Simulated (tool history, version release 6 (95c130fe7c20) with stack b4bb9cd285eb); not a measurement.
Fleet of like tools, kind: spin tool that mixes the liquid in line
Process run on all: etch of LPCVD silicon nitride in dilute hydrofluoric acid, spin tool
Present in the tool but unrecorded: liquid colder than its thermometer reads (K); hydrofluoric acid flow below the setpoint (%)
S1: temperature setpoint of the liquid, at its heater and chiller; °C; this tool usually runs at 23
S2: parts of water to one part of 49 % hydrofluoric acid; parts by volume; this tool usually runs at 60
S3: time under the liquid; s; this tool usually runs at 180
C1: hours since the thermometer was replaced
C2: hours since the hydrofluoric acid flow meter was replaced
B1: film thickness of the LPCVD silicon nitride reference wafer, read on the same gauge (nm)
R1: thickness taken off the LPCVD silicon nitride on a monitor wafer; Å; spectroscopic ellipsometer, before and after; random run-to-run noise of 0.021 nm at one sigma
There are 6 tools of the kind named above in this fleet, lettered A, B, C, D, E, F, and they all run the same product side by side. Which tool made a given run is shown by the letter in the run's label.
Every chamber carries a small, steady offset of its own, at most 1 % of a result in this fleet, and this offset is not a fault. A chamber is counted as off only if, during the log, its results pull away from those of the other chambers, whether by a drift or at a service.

run	hour	S1	S2	S3	C1	C2	B1	R1
# hour 1.3: chamber F: hydrofluoric acid flow meter replaced
1B	4	23	60	180	1067.7	762.1	110.01	13.06
2C	6.8	23	60	180	972.7	187.7	109.99	13.051
3F	10	23	60	180	418.2	8.8	109.98	12.958
4E	12.2	23	60	180	2249.5	353.6	110.01	13.255
5D	16.3	23	60	180	1737.2	326.7	110	12.539
6A	18.7	23	60	180	169.9	713.8	110	13.076
7D	20.8	23	60	180	1741.7	331.2	110.01	12.99
8A	23.1	23	60	180	174.3	718.2	110	13.272
9B	26.1	23	60	180	1089.8	784.2	110.03	12.975
10C	28.4	26.5	60	75	994.3	209.3	110	6.9979
11F	31.4	26.5	60	75	439.6	30.2	109.98	6.9135
12E	34.4	26.5	60	75	2271.7	375.8	110	6.7994
13C	38.8	26.5	60	75	1004.7	219.7	110	6.8175
14D	43.6	26.5	60	75	1764.5	354	109.97	6.692
15B	47.2	26.5	60	75	1110.9	805.3	109.99	6.6841
16A	49.9	23	60	180	201.1	745	110.01	13.056
17F	54.3	23	60	180	462.5	53.1	109.99	12.872
18E	57.8	23	60	180	2295.1	399.2	110	12.915
19B	60.5	23	60	180	1124.2	818.6	110	12.866
# hour 64.8: chamber E: thermometer replaced
20A	65.3	23	60	180	216.5	760.4	110	13.136
21E	68.6	23	60	180	3.8	410	110	13.455
22C	71.8	23	60	180	1037.7	252.7	109.98	12.864
23D	75.2	23	60	180	1796.1	385.6	110.02	12.563
24F	79.1	23	60	180	487.3	77.9	109.98	12.491
25A	83.5	23	60	180	234.7	778.6	110.01	13.163
26C	86.6	23	60	180	1052.5	267.5	109.99	13.29
# hour 87.9: chamber C: thermometer replaced
27E	91.2	23	50	90	26.4	432.6	110.01	7.6285
28B	93.8	23	50	90	1157.5	851.9	109.99	7.9357
29D	97.1	23	50	90	1818	407.5	110.01	7.7687
30F	101.1	23	50	90	509.3	99.9	110	7.3488
# hour 102.6: chamber A: hydrofluoric acid flow meter replaced
31E	105.5	23	50	90	40.7	446.9	110	7.8696
32D	109.5	23	50	90	1830.4	419.9	110.01	7.621
33B	112.1	23	60	180	1175.8	870.2	110.01	12.736
34A	116.3	23	60	180	267.5	13.7	109.99	12.998
35F	119.1	23	60	180	527.3	117.9	110	11.85
36C	122.5	23	60	180	34.7	303.4	110.01	12.799

Which is it: a chamber that has drifted or been left off by a service, a gauge drift common to all chambers, or only each chamber's usual small offset? If a chamber is off, name it and its likeliest cause.

It is chamber F that slowly wanders off from its peers.
What lies behind it: liquid colder than its thermometer reads (K) = 1.65.
From this log alone, it may not be told apart from: hydrofluoric acid flow below the setpoint (%).

Chamber F could run next with any of the 4 candidate recipes listed below; each alters the usual settings, and their results appear as question marks. Which one brings its results back in line with what the other chambers deliver on the usual settings?
In line here means within this much of the mean the other chambers give on the usual settings: R1 0.74 Å
37F-1	125.9	23.5	60	195				?
37F-2	125.9	22.5	60	165				?
37F-3	125.9	23.5	55	200				?
37F-4	125.9	22	70	180				?

On the usual settings, the other chambers give on average: R1 13.022 Å
run	R1
37F-1	13.281
37F-2	10.487
37F-3	14.838
37F-4	9.4949
37F-1 is the one that brings the chamber's results back in line with the other chambers.

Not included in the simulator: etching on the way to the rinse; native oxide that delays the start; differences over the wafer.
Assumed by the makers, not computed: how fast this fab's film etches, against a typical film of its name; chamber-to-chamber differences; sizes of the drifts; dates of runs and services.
